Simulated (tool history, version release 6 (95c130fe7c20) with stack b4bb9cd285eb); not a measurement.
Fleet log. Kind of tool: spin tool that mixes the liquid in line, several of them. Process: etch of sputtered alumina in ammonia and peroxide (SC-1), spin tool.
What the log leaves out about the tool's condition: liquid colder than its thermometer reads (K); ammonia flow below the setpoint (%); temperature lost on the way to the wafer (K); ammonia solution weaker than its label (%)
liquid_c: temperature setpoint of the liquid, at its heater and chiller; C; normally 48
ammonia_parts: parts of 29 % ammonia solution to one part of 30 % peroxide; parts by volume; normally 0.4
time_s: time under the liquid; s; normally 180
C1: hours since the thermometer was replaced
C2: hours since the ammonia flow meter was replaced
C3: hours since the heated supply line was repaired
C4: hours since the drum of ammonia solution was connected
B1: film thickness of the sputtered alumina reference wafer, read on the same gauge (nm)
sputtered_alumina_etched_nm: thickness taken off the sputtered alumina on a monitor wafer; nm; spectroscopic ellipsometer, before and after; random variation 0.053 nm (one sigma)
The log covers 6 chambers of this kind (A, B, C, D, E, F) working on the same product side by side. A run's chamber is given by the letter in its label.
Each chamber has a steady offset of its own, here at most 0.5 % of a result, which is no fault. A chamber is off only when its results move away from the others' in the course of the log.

-- hour=7.6 chamber B: thermometer replaced
run 1D hour=8.9 | liquid_c=48 ammonia_parts=0.4 time_s=180 | C1=34 C2=1190.9 C3=2317.8 C4=429.6 | B1=70.008 | sputtered_alumina_etched_nm=7.149
run 2A hour=15.9 | liquid_c=48 ammonia_parts=0.4 time_s=180 | C1=1976.4 C2=1434.3 C3=2897.2 C4=132.7 | B1=69.993 | sputtered_alumina_etched_nm=7.0332
-- hour=16.2 chamber A: ammonia flow meter replaced
run 3E hour=22.6 | liquid_c=48 ammonia_parts=0.4 time_s=180 | C1=1755.5 C2=861.6 C3=553.6 C4=253.8 | B1=69.974 | sputtered_alumina_etched_nm=7.0349
run 4F hour=30.9 | liquid_c=48 ammonia_parts=0.4 time_s=180 | C1=1065.5 C2=1045.6 C3=2607.3 C4=166.7 | B1=69.953 | sputtered_alumina_etched_nm=7.1458
-- hour=32.5 chamber E: thermometer replaced
run 5C hour=40.5 | liquid_c=48 ammonia_parts=0.4 time_s=180 | C1=1593.2 C2=1757.7 C3=2053.8 C4=518.6 | B1=69.973 | sputtered_alumina_etched_nm=7.0868
run 6B hour=48.6 | liquid_c=48 ammonia_parts=0.4 time_s=180 | C1=41 C2=744.5 C3=2256.8 C4=831.5 | B1=70.004 | sputtered_alumina_etched_nm=7.0893
run 7B hour=57.7 | liquid_c=48 ammonia_parts=0.4 time_s=180 | C1=50.1 C2=753.6 C3=2265.9 C4=840.6 | B1=70.035 | sputtered_alumina_etched_nm=7.0165
run 8F hour=66.3 | liquid_c=42.5 ammonia_parts=0.4 time_s=270 | C1=1100.9 C2=1081 C3=2642.7 C4=202.1 | B1=70.009 | sputtered_alumina_etched_nm=7.8222
run 9C hour=74.4 | liquid_c=42.5 ammonia_parts=0.4 time_s=270 | C1=1627.1 C2=1791.6 C3=2087.7 C4=552.5 | B1=70.025 | sputtered_alumina_etched_nm=7.6996
run 10D hour=83.5 | liquid_c=42.5 ammonia_parts=0.4 time_s=270 | C1=108.6 C2=1265.5 C3=2392.4 C4=504.2 | B1=70.007 | sputtered_alumina_etched_nm=7.7752
run 11E hour=90.5 | liquid_c=42.5 ammonia_parts=0.4 time_s=270 | C1=58 C2=929.5 C3=621.5 C4=321.7 | B1=70.036 | sputtered_alumina_etched_nm=7.6529
-- hour=91.6 chamber B: new drum of ammonia solution connected
run 12A hour=95.5 | liquid_c=42.5 ammonia_parts=0.4 time_s=270 | C1=2056 C2=79.4 C3=2976.8 C4=212.3 | B1=70.017 | sputtered_alumina_etched_nm=7.7598
run 13E hour=105 | liquid_c=42.5 ammonia_parts=0.4 time_s=270 | C1=72.5 C2=944 C3=636 C4=336.2 | B1=69.996 | sputtered_alumina_etched_nm=7.6191
run 14D hour=115.3 | liquid_c=48 ammonia_parts=0.4 time_s=180 | C1=140.4 C2=1297.3 C3=2424.2 C4=536 | B1=69.95 | sputtered_alumina_etched_nm=7.0893
run 15C hour=124.9 | liquid_c=48 ammonia_parts=0.4 time_s=180 | C1=1677.6 C2=1842.1 C3=2138.2 C4=603 | B1=69.999 | sputtered_alumina_etched_nm=7.1458
run 16F hour=131.3 | liquid_c=48 ammonia_parts=0.4 time_s=180 | C1=1165.9 C2=1146 C3=2707.7 C4=267.1 | B1=69.994 | sputtered_alumina_etched_nm=7.1652
-- hour=135.9 chamber E: new drum of ammonia solution connected
run 17B hour=137 | liquid_c=48 ammonia_parts=0.4 time_s=180 | C1=129.4 C2=832.9 C3=2345.2 C4=45.4 | B1=69.987 | sputtered_alumina_etched_nm=6.9954
-- hour=142.5 chamber A: new drum of ammonia solution connected
run 18A hour=144.3 | liquid_c=48 ammonia_parts=0.4 time_s=180 | C1=2104.8 C2=128.2 C3=3025.6 C4=1.9 | B1=70.003 | sputtered_alumina_etched_nm=6.9546
run 19B hour=150.5 | liquid_c=48 ammonia_parts=0.4 time_s=250 | C1=142.9 C2=846.4 C3=2358.7 C4=58.9 | B1=70.023 | sputtered_alumina_etched_nm=9.5235
-- hour=153 chamber A: thermometer replaced
run 20C hour=155.8 | liquid_c=48 ammonia_parts=0.4 time_s=250 | C1=1708.5 C2=1873 C3=2169.1 C4=633.9 | B1=69.994 | sputtered_alumina_etched_nm=9.8553
run 21F hour=164.1 | liquid_c=48 ammonia_parts=0.4 time_s=250 | C1=1198.7 C2=1178.8 C3=2740.5 C4=299.9 | B1=70.012 | sputtered_alumina_etched_nm=9.7631
run 22E hour=174.4 | liquid_c=48 ammonia_parts=0.4 time_s=250 | C1=141.9 C2=1013.4 C3=705.4 C4=38.6 | B1=69.966 | sputtered_alumina_etched_nm=9.7493
run 23D hour=183.6 | liquid_c=48 ammonia_parts=0.4 time_s=250 | C1=208.7 C2=1365.6 C3=2492.5 C4=604.3 | B1=69.983 | sputtered_alumina_etched_nm=9.8188
run 24A hour=190.9 | liquid_c=48 ammonia_parts=0.4 time_s=250 | C1=37.9 C2=174.8 C3=3072.2 C4=48.5 | B1=70.007 | sputtered_alumina_etched_nm=9.7914
run 25F hour=197.4 | liquid_c=48 ammonia_parts=0.4 time_s=180 | C1=1232 C2=1212.1 C3=2773.8 C4=333.2 | B1=69.996 | sputtered_alumina_etched_nm=7.0207
run 26A hour=202 | liquid_c=48 ammonia_parts=0.4 time_s=180 | C1=49 C2=185.9 C3=3083.3 C4=59.6 | B1=69.961 | sputtered_alumina_etched_nm=7.0094
run 27C hour=211.3 | liquid_c=48 ammonia_parts=0.4 time_s=180 | C1=1764 C2=1928.5 C3=2224.6 C4=689.4 | B1=70.026 | sputtered_alumina_etched_nm=6.9965
-- hour=213.8 chamber D: new drum of ammonia solution connected
run 28B hour=220.1 | liquid_c=48 ammonia_parts=0.4 time_s=180 | C1=212.5 C2=916 C3=2428.3 C4=128.5 | B1=69.966 | sputtered_alumina_etched_nm=6.7172
run 29E hour=226.2 | liquid_c=48 ammonia_parts=0.4 time_s=180 | C1=193.7 C2=1065.2 C3=757.2 C4=90.4 | B1=70.003 | sputtered_alumina_etched_nm=7.0512
run 30D hour=235.9 | liquid_c=48 ammonia_parts=0.4 time_s=180 | C1=261 C2=1417.9 C3=2544.8 C4=22.1 | B1=69.983 | sputtered_alumina_etched_nm=7.0993
run 31A hour=245.1 | liquid_c=48 ammonia_parts=0.4 time_s=180 | C1=92.1 C2=229 C3=3126.4 C4=102.7 | B1=69.985 | sputtered_alumina_etched_nm=7.0278
run 32F hour=253.7 | liquid_c=48 ammonia_parts=0.4 time_s=180 | C1=1288.3 C2=1268.4 C3=2830.1 C4=389.5 | B1=69.981 | sputtered_alumina_etched_nm=7.085
run 33D hour=260.9 | liquid_c=48 ammonia_parts=0.4 time_s=245 | C1=286 C2=1442.9 C3=2569.8 C4=47.1 | B1=70.011 | sputtered_alumina_etched_nm=9.6112
run 34B hour=268.6 | liquid_c=48 ammonia_parts=0.4 time_s=245 | C1=261 C2=964.5 C3=2476.8 C4=177 | B1=70.035 | sputtered_alumina_etched_nm=9.1301
run 35E hour=274.7 | liquid_c=48 ammonia_parts=0.4 time_s=245 | C1=242.2 C2=1113.7 C3=805.7 C4=138.9 | B1=70.001 | sputtered_alumina_etched_nm=9.4991
run 36C hour=283.1 | liquid_c=48 ammonia_parts=0.4 time_s=245 | C1=1835.8 C2=2000.3 C3=2296.4 C4=761.2 | B1=70.014 | sputtered_alumina_etched_nm=9.6851
run 37A hour=291.5 | liquid_c=48 ammonia_parts=0.4 time_s=245 | C1=138.5 C2=275.4 C3=3172.8 C4=149.1 | B1=69.991 | sputtered_alumina_etched_nm=9.6034
run 38C hour=296.4 | liquid_c=48 ammonia_parts=0.4 time_s=245 | C1=1849.1 C2=2013.6 C3=2309.7 C4=774.5 | B1=70.003 | sputtered_alumina_etched_nm=9.6341
run 39B hour=301.4 | liquid_c=48 ammonia_parts=0.4 time_s=180 | C1=293.8 C2=997.3 C3=2509.6 C4=209.8 | B1=70.013 | sputtered_alumina_etched_nm=6.6197

Has any chamber moved away from the others, gradually or after a service, or does the common gauge drift, or do the chambers differ only by their own small steady offsets? State the chamber and the most likely cause if one applies.

Chamber B drifts away from the others.
Cause: temperature lost on the way to the wafer (K) = 1.03.
From this log alone, it may not be told apart from: liquid colder than its thermometer reads (K).

Here are 4 candidates for chamber B's next run, each the usual settings with a change, their results left as question marks. Which one brings its results back in line with what the others give on the usual settings?
Allowed miss from the other chambers' usual-settings mean, per result, to count as in line: sputtered_alumina_etched_nm 0.18 nm
run 40B-1 hour=308.9 | liquid_c=48 ammonia_parts=0.4 time_s=160 | sputtered_alumina_etched_nm=?
run 40B-2 hour=308.9 | liquid_c=47.5 ammonia_parts=0.4 time_s=175 | sputtered_alumina_etched_nm=?
run 40B-3 hour=308.9 | liquid_c=49 ammonia_parts=0.4 time_s=180 | sputtered_alumina_etched_nm=?
run 40B-4 hour=308.9 | liquid_c=49 ammonia_parts=0.4 time_s=190 | sputtered_alumina_etched_nm=?

The mean the other chambers reach with the usual settings: sputtered_alumina_etched_nm 7.071 nm
run=40B-1 sputtered_alumina_etched_nm=5.9442
run=40B-2 sputtered_alumina_etched_nm=6.3174
run=40B-3 sputtered_alumina_etched_nm=7.0763
run=40B-4 sputtered_alumina_etched_nm=7.4695
It is 40B-3 that realigns the chamber with its peers.
